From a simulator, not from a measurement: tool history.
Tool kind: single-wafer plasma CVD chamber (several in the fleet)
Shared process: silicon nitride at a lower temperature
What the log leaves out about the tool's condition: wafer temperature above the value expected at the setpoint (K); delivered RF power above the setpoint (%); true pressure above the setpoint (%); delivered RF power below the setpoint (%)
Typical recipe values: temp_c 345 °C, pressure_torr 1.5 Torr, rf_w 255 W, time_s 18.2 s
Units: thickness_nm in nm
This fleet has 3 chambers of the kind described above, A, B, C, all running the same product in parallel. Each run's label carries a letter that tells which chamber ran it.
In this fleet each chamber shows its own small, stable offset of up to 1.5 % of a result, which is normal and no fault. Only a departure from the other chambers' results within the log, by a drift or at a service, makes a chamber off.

run,hour,temp_c,pressure_torr,rf_w,time_s,hours since the last thermocouple change,hours since the last RF generator calibration,hours since the last manometer calibration,"read-back reference wafer on the same gauge, thickness_nm",thickness_nm
1C,7.5,345,1.5,255,18.2,1992.4,1072.1,585.7,16.899,18.659
2B,18.7,345,1.5,255,18.2,1338.3,122.6,1333,16.896,19.015
3A,29.3,345,1.5,255,18.2,869.6,1160.8,111.9,16.891,19.019
4C,42.3,345,1.5,255,18.2,2027.2,1106.9,620.5,16.878,18.634
5B,54.2,345,1.5,255,18.2,1373.8,158.1,1368.5,16.879,19.044
6A,68.9,345,1.5,255,18.2,909.2,1200.4,151.5,16.873,18.979
7A,81.1,345,1.5,255,18.2,921.4,1212.6,163.7,16.871,18.971
8B,89,345,1.65,255,18.2,1408.6,192.9,1403.3,16.872,19.507
# hour 100.9: chamber B: capacitance manometer re-zeroed and calibrated
9C,102,345,1.65,255,18.2,2086.9,1166.6,680.2,16.863,19.143
10B,116.6,345,1.65,255,18.2,1436.2,220.5,15.7,16.863,19.519
11A,123.7,345,1.5,255,18.2,964,1255.2,206.3,16.858,18.906
12C,132.7,345,1.5,255,18.2,2117.6,1197.3,710.9,16.861,18.583
13A,146.2,345,1.5,255,18.2,986.5,1277.7,228.8,16.854,18.903
# hour 155.6: chamber B: thermocouple changed; heater temperature recalibrated
14C,156.2,345,1.5,255,18.2,2141.1,1220.8,734.4,16.844,18.6
15B,171.7,345,1.5,255,18.2,16.1,275.6,70.8,16.841,18.967
16B,183.8,333,1.5,255,14.9,28.2,287.7,82.9,16.838,15.617
17C,193.3,333,1.5,255,14.9,2178.2,1257.9,771.5,16.835,15.241
18A,203.4,333,1.5,255,14.9,1043.7,1334.9,286,16.83,15.577
19C,217.7,345,1.5,255,18.2,2202.6,1282.3,795.9,16.821,18.572
20B,232.2,345,1.5,255,18.2,76.6,336.1,131.3,16.829,18.887
21A,241.8,345,1.5,255,18.2,1082.1,1373.3,324.4,16.817,18.873
22C,256.9,345,1.5,255,18.2,2241.8,1321.5,835.1,16.812,18.587
23A,265.6,345,1.5,255,18.2,1105.9,1397.1,348.2,16.813,18.903
24B,275.6,345,1.5,255,18.2,120,379.5,174.7,16.808,18.981
25A,282.8,345,1.5,255,18.2,1123.1,1414.3,365.4,16.801,18.924
26C,296.3,345,1.5,255,18.2,2281.2,1360.9,874.5,16.799,18.557
27B,306.3,345,1.5,255,18.2,150.7,410.2,205.4,16.798,18.844
28A,315.4,345,1.5,255,18.2,1155.7,1446.9,398,16.791,18.866

Does one chamber stand apart from the rest, does the shared gauge drift, or is all well apart from small per-chamber offsets? Give the chamber and the most likely cause, where there is one.

None of the chambers is off. What moves is the gauge, dragging all their readings along together.
Cause: gauge reads low (%) = 0.652.
